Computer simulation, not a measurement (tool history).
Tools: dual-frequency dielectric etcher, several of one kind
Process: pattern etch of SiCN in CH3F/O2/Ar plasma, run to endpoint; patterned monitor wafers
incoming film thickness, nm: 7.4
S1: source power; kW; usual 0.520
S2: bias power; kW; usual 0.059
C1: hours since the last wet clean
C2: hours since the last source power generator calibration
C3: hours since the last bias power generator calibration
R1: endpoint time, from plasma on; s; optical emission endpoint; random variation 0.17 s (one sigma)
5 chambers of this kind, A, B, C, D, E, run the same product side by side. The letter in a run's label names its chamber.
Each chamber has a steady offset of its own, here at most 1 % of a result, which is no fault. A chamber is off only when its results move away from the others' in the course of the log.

run 1B hour=6.5 | S1=0.520 S2=0.059 | C1=571.9 C2=3481.5 C3=1943.7 | R1=19.522
run 2D hour=16.5 | S1=0.520 S2=0.059 | C1=284.7 C2=147.4 C3=2399.8 | R1=18.830
run 3A hour=21.7 | S1=0.520 S2=0.059 | C1=235.4 C2=778.5 C3=2785.1 | R1=19.155
run 4C hour=27.8 | S1=0.520 S2=0.059 | C1=82.0 C2=361.1 C3=501.8 | R1=18.951
run 5E hour=33.2 | S1=0.520 S2=0.059 | C1=114.9 C2=46.1 C3=468.6 | R1=18.651
-- hour=36.6 chamber D: bias power generator calibrated
run 6B hour=38.1 | S1=0.520 S2=0.059 | C1=603.5 C2=3513.1 C3=1975.3 | R1=19.055
run 7D hour=46.2 | S1=0.520 S2=0.059 | C1=314.4 C2=177.1 C3=9.7 | R1=18.863
run 8C hour=55.7 | S1=0.520 S2=0.059 | C1=109.9 C2=389.0 C3=529.7 | R1=18.779
-- hour=61.4 chamber B: wet clean of the chamber
run 9A hour=65.8 | S1=0.520 S2=0.059 | C1=279.5 C2=822.6 C3=2829.2 | R1=19.128
run 10E hour=71.0 | S1=0.520 S2=0.059 | C1=152.7 C2=83.9 C3=506.4 | R1=18.831
run 11D hour=80.2 | S1=0.520 S2=0.059 | C1=348.4 C2=211.1 C3=43.7 | R1=19.012
run 12C hour=90.4 | S1=0.520 S2=0.059 | C1=144.6 C2=423.7 C3=564.4 | R1=19.056
run 13B hour=97.9 | S1=0.520 S2=0.059 | C1=36.6 C2=3572.9 C3=2035.1 | R1=19.142
run 14E hour=108.4 | S1=0.520 S2=0.059 | C1=190.1 C2=121.3 C3=543.8 | R1=19.180
run 15A hour=113.9 | S1=0.520 S2=0.059 | C1=327.6 C2=870.7 C3=2877.3 | R1=19.306
run 16E hour=119.9 | S1=0.520 S2=0.059 | C1=201.6 C2=132.8 C3=555.3 | R1=18.989
run 17C hour=130.2 | S1=0.520 S2=0.059 | C1=184.4 C2=463.5 C3=604.2 | R1=19.046
run 18B hour=138.1 | S1=0.520 S2=0.059 | C1=76.8 C2=3613.1 C3=2075.3 | R1=19.137
run 19D hour=142.7 | S1=0.520 S2=0.059 | C1=410.9 C2=273.6 C3=106.2 | R1=18.742
run 20A hour=148.8 | S1=0.520 S2=0.059 | C1=362.5 C2=905.6 C3=2912.2 | R1=19.097
run 21A hour=155.4 | S1=0.520 S2=0.059 | C1=369.1 C2=912.2 C3=2918.8 | R1=19.078
run 22C hour=162.4 | S1=0.520 S2=0.059 | C1=216.6 C2=495.7 C3=636.4 | R1=18.889
run 23D hour=167.5 | S1=0.520 S2=0.059 | C1=435.7 C2=298.4 C3=131.0 | R1=18.799
run 24B hour=176.2 | S1=0.520 S2=0.059 | C1=114.9 C2=3651.2 C3=2113.4 | R1=19.361
-- hour=178.6 chamber D: wet clean of the chamber
run 25E hour=184.0 | S1=0.520 S2=0.059 | C1=265.7 C2=196.9 C3=619.4 | R1=19.060
run 26B hour=193.8 | S1=0.520 S2=0.059 | C1=132.5 C2=3668.8 C3=2131.0 | R1=19.109
run 27C hour=201.5 | S1=0.520 S2=0.059 | C1=255.7 C2=534.8 C3=675.5 | R1=18.882
run 28A hour=209.8 | S1=0.520 S2=0.059 | C1=423.5 C2=966.6 C3=2973.2 | R1=18.987
run 29D hour=216.0 | S1=0.520 S2=0.059 | C1=37.5 C2=346.9 C3=179.5 | R1=18.987
run 30E hour=225.8 | S1=0.520 S2=0.054 | C1=307.5 C2=238.7 C3=661.2 | R1=19.372
run 31B hour=232.3 | S1=0.520 S2=0.054 | C1=171.0 C2=3707.3 C3=2169.5 | R1=19.718
-- hour=240.8 chamber A: wet clean of the chamber
run 32D hour=241.8 | S1=0.520 S2=0.054 | C1=63.3 C2=372.7 C3=205.3 | R1=19.581
run 33C hour=251.1 | S1=0.520 S2=0.054 | C1=305.3 C2=584.4 C3=725.1 | R1=19.638
run 34A hour=257.7 | S1=0.520 S2=0.054 | C1=16.9 C2=1014.5 C3=3021.1 | R1=19.791
run 35E hour=267.4 | S1=0.520 S2=0.059 | C1=349.1 C2=280.3 C3=702.8 | R1=19.298
run 36B hour=277.5 | S1=0.520 S2=0.059 | C1=216.2 C2=3752.5 C3=2214.7 | R1=19.285
run 37E hour=285.2 | S1=0.470 S2=0.059 | C1=366.9 C2=298.1 C3=720.6 | R1=19.662
run 38D hour=292.7 | S1=0.470 S2=0.059 | C1=114.2 C2=423.6 C3=256.2 | R1=19.711
run 39C hour=302.2 | S1=0.470 S2=0.059 | C1=356.4 C2=635.5 C3=776.2 | R1=19.789
run 40A hour=311.1 | S1=0.470 S2=0.059 | C1=70.3 C2=1067.9 C3=3074.5 | R1=20.252

Next, every chamber runs the same settings. What will each give?
run 41A hour=318.7 | S1=0.520 S2=0.068 | R1=?
run 41B hour=318.7 | S1=0.520 S2=0.068 | R1=?
run 41C hour=318.7 | S1=0.520 S2=0.068 | R1=?
run 41D hour=318.7 | S1=0.520 S2=0.068 | R1=?
run 41E hour=318.7 | S1=0.520 S2=0.068 | R1=?

run=41A R1=18.458
run=41B R1=18.141
run=41C R1=17.941
run=41D R1=18.029
run=41E R1=18.393

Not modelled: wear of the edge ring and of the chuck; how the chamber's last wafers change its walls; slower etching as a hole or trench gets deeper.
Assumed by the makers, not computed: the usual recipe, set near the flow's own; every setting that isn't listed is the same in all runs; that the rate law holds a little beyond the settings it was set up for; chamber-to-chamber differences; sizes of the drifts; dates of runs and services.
